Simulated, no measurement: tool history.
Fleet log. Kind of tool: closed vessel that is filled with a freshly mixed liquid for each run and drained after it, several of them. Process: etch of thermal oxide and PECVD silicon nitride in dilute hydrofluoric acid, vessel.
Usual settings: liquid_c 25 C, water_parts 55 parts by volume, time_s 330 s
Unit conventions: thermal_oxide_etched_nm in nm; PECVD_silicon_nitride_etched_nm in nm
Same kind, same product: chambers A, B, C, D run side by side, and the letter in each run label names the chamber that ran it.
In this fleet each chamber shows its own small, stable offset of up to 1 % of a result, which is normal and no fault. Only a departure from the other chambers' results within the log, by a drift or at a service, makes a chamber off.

run	hour	liquid_c	water_parts	time_s	hours since the thermometer was replaced	hours since the hydrofluoric acid flow meter was replaced	read-back film thickness of the thermal oxide reference wafer, read on the same gauge (nm)	read-back film thickness of the PECVD silicon nitride reference wafer, read on the same gauge (nm)	thermal_oxide_etched_nm	PECVD_silicon_nitride_etched_nm
1D	6	25	55	330	837.9	139.2	150.01	70.008	31.082	16.289
2C	17.9	25	55	330	1281.8	649.6	150	69.984	31.093	16.33
3B	26.4	25	55	330	669.6	132.1	150.01	69.978	30.206	16.615
4A	34.8	25	55	330	597.1	269.7	149.98	70.009	30.813	16.446
5B	42	25	55	330	685.2	147.7	149.99	69.971	30.834	16.382
6D	49	25	55	330	880.9	182.2	150.03	70.002	31.041	16.366
7C	61.5	25	55	330	1325.4	693.2	149.98	70.01	30.975	16.362
8A	74.2	25	55	330	636.5	309.1	150.04	69.994	30.73	16.261
9D	83.5	25	55	330	915.4	216.7	149.99	70.001	30.712	16.479
10A	95.6	25	55	330	657.9	330.5	150.02	70.005	30.874	16.504
11C	108	25	55	330	1371.9	739.7	149.97	69.999	30.688	16.435
12B	116	25	55	330	759.2	221.7	150.01	69.986	30.637	16.466
13D	125.3	25	55	330	957.2	258.5	150	69.995	30.507	16.376
14B	133.5	25	55	330	776.7	239.2	150	69.997	30.826	16.721
15A	139.9	25	55	330	702.2	374.8	149.97	69.987	30.52	16.455
16C	150.4	25	55	330	1414.3	782.1	150.02	69.986	30.924	16.396
17A	162.7	23	55	330	725	397.6	149.97	70.007	28.129	14.423
18C	171.2	23	55	330	1435.1	802.9	149.99	69.996	28.538	14.324
19D	178.9	23	55	330	1010.8	312.1	150.03	69.993	28.251	14.296
20B	189.6	23	55	330	832.8	295.3	150	69.999	28.289	14.5
# hour 194.4: chamber B: thermometer replaced
21C	201.6	25	55	330	1465.5	833.3	150	70.004	30.707	16.406
22A	213.4	25	55	330	775.7	448.3	149.98	69.994	30.782	16.491
23D	223.4	25	55	330	1055.3	356.6	150	70	30.258	16.372
24B	229.5	25	55	330	35.2	335.2	150	69.984	30.579	16.622
25B	235.9	25	55	330	41.6	341.6	150.01	69.995	30.567	16.49

Is one chamber out of step, is the gauge drifting, or do the chambers differ by no more than their own small offsets? For an off chamber, give its letter and the likeliest cause.

Neither any chamber nor the gauge drifts; the chambers differ only by their own small, steady offsets.
